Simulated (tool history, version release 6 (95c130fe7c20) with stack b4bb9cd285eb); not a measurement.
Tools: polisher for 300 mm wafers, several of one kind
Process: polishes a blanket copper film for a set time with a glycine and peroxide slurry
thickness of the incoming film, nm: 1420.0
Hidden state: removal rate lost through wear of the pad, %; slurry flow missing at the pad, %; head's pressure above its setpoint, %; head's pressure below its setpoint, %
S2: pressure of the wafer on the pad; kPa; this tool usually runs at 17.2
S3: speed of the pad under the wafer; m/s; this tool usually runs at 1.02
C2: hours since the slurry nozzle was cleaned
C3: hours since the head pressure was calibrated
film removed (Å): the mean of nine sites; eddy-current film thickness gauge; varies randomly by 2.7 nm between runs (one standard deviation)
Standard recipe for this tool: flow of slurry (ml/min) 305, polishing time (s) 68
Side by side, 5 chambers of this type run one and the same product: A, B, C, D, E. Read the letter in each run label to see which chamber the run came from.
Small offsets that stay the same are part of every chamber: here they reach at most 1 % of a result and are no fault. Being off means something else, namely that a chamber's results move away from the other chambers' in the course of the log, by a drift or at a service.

run 1C day=0.258 | flow_of_slurry_(ml/min)=305 S2=17.2 S3=1.02 polishing_time_(s)=68 | wafers_polished_on_this_pad=267 C2=569.7 C3=265.7 | film_removed_(Å)=3423.4
-- day=0.625 chamber A: worn pad replaced by a new one
run 2D day=0.625 | flow_of_slurry_(ml/min)=305 S2=17.2 S3=1.02 polishing_time_(s)=68 | wafers_polished_on_this_pad=137 C2=385.8 C3=852.6 | film_removed_(Å)=3490.2
run 3B day=0.883 | flow_of_slurry_(ml/min)=305 S2=17.2 S3=1.02 polishing_time_(s)=68 | wafers_polished_on_this_pad=557 C2=366.8 C3=1117.3 | film_removed_(Å)=3434.1
run 4E day=1.275 | flow_of_slurry_(ml/min)=305 S2=17.2 S3=1.02 polishing_time_(s)=68 | wafers_polished_on_this_pad=276 C2=128.0 C3=91.7 | film_removed_(Å)=3437.7
run 5A day=1.679 | flow_of_slurry_(ml/min)=305 S2=17.2 S3=1.02 polishing_time_(s)=68 | wafers_polished_on_this_pad=159 C2=111.5 C3=248.8 | film_removed_(Å)=3444.0
run 6C day=2.054 | flow_of_slurry_(ml/min)=405 S2=17.2 S3=1.02 polishing_time_(s)=50 | wafers_polished_on_this_pad=538 C2=612.8 C3=308.8 | film_removed_(Å)=2560.5
run 7A day=2.429 | flow_of_slurry_(ml/min)=405 S2=17.2 S3=1.02 polishing_time_(s)=50 | wafers_polished_on_this_pad=272 C2=129.5 C3=266.8 | film_removed_(Å)=2539.1
-- day=2.692 chamber C: slurry nozzle cleaned
run 8D day=2.729 | flow_of_slurry_(ml/min)=405 S2=17.2 S3=1.02 polishing_time_(s)=50 | wafers_polished_on_this_pad=454 C2=436.3 C3=903.1 | film_removed_(Å)=2605.7
-- day=2.850 chamber B: worn pad replaced by a new one
run 9E day=3.204 | flow_of_slurry_(ml/min)=405 S2=17.2 S3=1.02 polishing_time_(s)=50 | wafers_polished_on_this_pad=567 C2=174.3 C3=138.0 | film_removed_(Å)=2593.6
run 10B day=3.579 | flow_of_slurry_(ml/min)=405 S2=17.2 S3=1.02 polishing_time_(s)=50 | wafers_polished_on_this_pad=110 C2=431.5 C3=1182.0 | film_removed_(Å)=2590.1
-- day=3.696 chamber D: worn pad replaced by a new one
-- day=3.892 chamber C: worn pad replaced by a new one
run 11C day=4.062 | flow_of_slurry_(ml/min)=305 S2=17.2 S3=1.02 polishing_time_(s)=68 | wafers_polished_on_this_pad=26 C2=32.9 C3=357.0 | film_removed_(Å)=3465.2
run 12A day=4.600 | flow_of_slurry_(ml/min)=305 S2=17.2 S3=1.02 polishing_time_(s)=68 | wafers_polished_on_this_pad=600 C2=181.6 C3=318.9 | film_removed_(Å)=3409.0
run 13E day=5.146 | flow_of_slurry_(ml/min)=305 S2=17.2 S3=1.02 polishing_time_(s)=68 | wafers_polished_on_this_pad=859 C2=220.9 C3=184.6 | film_removed_(Å)=3411.7
run 14B day=5.612 | flow_of_slurry_(ml/min)=305 S2=17.2 S3=1.02 polishing_time_(s)=68 | wafers_polished_on_this_pad=416 C2=480.3 C3=1230.8 | film_removed_(Å)=3444.9
run 15D day=5.988 | flow_of_slurry_(ml/min)=305 S2=17.2 S3=1.02 polishing_time_(s)=68 | wafers_polished_on_this_pad=345 C2=514.5 C3=981.3 | film_removed_(Å)=3453.2
-- day=6.192 chamber E: worn pad replaced by a new one
run 16C day=6.292 | flow_of_slurry_(ml/min)=305 S2=17.2 S3=1.02 polishing_time_(s)=68 | wafers_polished_on_this_pad=362 C2=86.4 C3=410.5 | film_removed_(Å)=3488.2
run 17E day=6.558 | flow_of_slurry_(ml/min)=305 S2=17.2 S3=1.02 polishing_time_(s)=68 | wafers_polished_on_this_pad=55 C2=254.8 C3=218.5 | film_removed_(Å)=3460.0
run 18D day=6.825 | flow_of_slurry_(ml/min)=305 S2=17.2 S3=1.02 polishing_time_(s)=68 | wafers_polished_on_this_pad=472 C2=534.6 C3=1001.4 | film_removed_(Å)=3442.1
-- day=7.088 chamber A: worn pad replaced by a new one
run 19B day=7.167 | flow_of_slurry_(ml/min)=305 S2=17.2 S3=1.02 polishing_time_(s)=68 | wafers_polished_on_this_pad=651 C2=517.6 C3=1268.1 | film_removed_(Å)=3480.3
-- day=7.229 chamber D: worn pad replaced by a new one
-- day=7.371 chamber B: head pressure recalibrated
run 20A day=7.692 | flow_of_slurry_(ml/min)=305 S2=17.2 S3=1.02 polishing_time_(s)=68 | wafers_polished_on_this_pad=91 C2=255.8 C3=393.1 | film_removed_(Å)=3381.4
run 21A day=8.238 | flow_of_slurry_(ml/min)=305 S2=17.2 S3=1.02 polishing_time_(s)=68 | wafers_polished_on_this_pad=173 C2=268.9 C3=406.2 | film_removed_(Å)=3324.1
run 22D day=8.538 | flow_of_slurry_(ml/min)=305 S2=17.2 S3=1.02 polishing_time_(s)=68 | wafers_polished_on_this_pad=197 C2=575.7 C3=1042.5 | film_removed_(Å)=3445.8
-- day=8.725 chamber B: worn pad replaced by a new one
run 23B day=9.104 | flow_of_slurry_(ml/min)=305 S2=17.2 S3=1.02 polishing_time_(s)=68 | wafers_polished_on_this_pad=57 C2=564.1 C3=41.7 | film_removed_(Å)=3440.7
run 24E day=9.492 | flow_of_slurry_(ml/min)=305 S2=17.2 S3=1.02 polishing_time_(s)=68 | wafers_polished_on_this_pad=498 C2=325.2 C3=288.9 | film_removed_(Å)=3447.3
run 25C day=9.950 | flow_of_slurry_(ml/min)=305 S2=17.2 S3=1.02 polishing_time_(s)=68 | wafers_polished_on_this_pad=914 C2=174.2 C3=498.3 | film_removed_(Å)=3436.0
-- day=10.067 chamber C: worn pad replaced by a new one
run 26A day=10.371 | flow_of_slurry_(ml/min)=305 S2=17.2 S3=1.02 polishing_time_(s)=68 | wafers_polished_on_this_pad=495 C2=320.1 C3=457.4 | film_removed_(Å)=3339.9
-- day=10.788 chamber D: worn pad replaced by a new one
run 27C day=10.888 | flow_of_slurry_(ml/min)=305 S2=17.2 S3=1.02 polishing_time_(s)=68 | wafers_polished_on_this_pad=124 C2=196.7 C3=520.8 | film_removed_(Å)=3395.4
run 28E day=11.433 | flow_of_slurry_(ml/min)=305 S2=17.2 S3=1.02 polishing_time_(s)=68 | wafers_polished_on_this_pad=791 C2=371.8 C3=335.5 | film_removed_(Å)=3442.3
run 29B day=11.788 | flow_of_slurry_(ml/min)=305 S2=17.2 S3=1.02 polishing_time_(s)=68 | wafers_polished_on_this_pad=462 C2=628.5 C3=106.1 | film_removed_(Å)=3439.0
run 30D day=12.196 | flow_of_slurry_(ml/min)=305 S2=17.2 S3=1.02 polishing_time_(s)=68 | wafers_polished_on_this_pad=212 C2=663.5 C3=1130.3 | film_removed_(Å)=3485.4
run 31C day=12.542 | flow_of_slurry_(ml/min)=305 S2=17.2 S3=1.02 polishing_time_(s)=68 | wafers_polished_on_this_pad=373 C2=236.4 C3=560.5 | film_removed_(Å)=3402.7
run 32E day=13.071 | flow_of_slurry_(ml/min)=305 S2=17.2 S3=1.02 polishing_time_(s)=68 | wafers_polished_on_this_pad=1038 C2=411.1 C3=374.8 | film_removed_(Å)=3437.1
run 33D day=13.375 | flow_of_slurry_(ml/min)=305 S2=17.2 S3=1.02 polishing_time_(s)=68 | wafers_polished_on_this_pad=390 C2=691.8 C3=1158.6 | film_removed_(Å)=3409.8
run 34B day=13.946 | flow_of_slurry_(ml/min)=305 S2=17.2 S3=1.02 polishing_time_(s)=68 | wafers_polished_on_this_pad=787 C2=680.3 C3=157.9 | film_removed_(Å)=3457.4
run 35A day=14.242 | flow_of_slurry_(ml/min)=305 S2=17.2 S3=1.02 polishing_time_(s)=68 | wafers_polished_on_this_pad=1079 C2=413.0 C3=550.3 | film_removed_(Å)=3206.9
-- day=14.342 chamber A: worn pad replaced by a new one
run 36A day=14.546 | flow_of_slurry_(ml/min)=305 S2=22.8 S3=0.76 polishing_time_(s)=68 | wafers_polished_on_this_pad=31 C2=420.3 C3=557.6 | film_removed_(Å)=3218.2

All 5 chambers run these settings next. Forecast each chamber's results:
run 37A day=14.954 | flow_of_slurry_(ml/min)=260 S2=17.2 S3=1.02 polishing_time_(s)=68 | film_removed_(Å)=?
run 37B day=14.954 | flow_of_slurry_(ml/min)=260 S2=17.2 S3=1.02 polishing_time_(s)=68 | film_removed_(Å)=?
run 37C day=14.954 | flow_of_slurry_(ml/min)=260 S2=17.2 S3=1.02 polishing_time_(s)=68 | film_removed_(Å)=?
run 37D day=14.954 | flow_of_slurry_(ml/min)=260 S2=17.2 S3=1.02 polishing_time_(s)=68 | film_removed_(Å)=?
run 37E day=14.954 | flow_of_slurry_(ml/min)=260 S2=17.2 S3=1.02 polishing_time_(s)=68 | film_removed_(Å)=?

run=37A film_removed_(Å)=3134.9
run=37B film_removed_(Å)=3441.1
run=37C film_removed_(Å)=3430.5
run=37D film_removed_(Å)=3388.9
run=37E film_removed_(Å)=3368.3
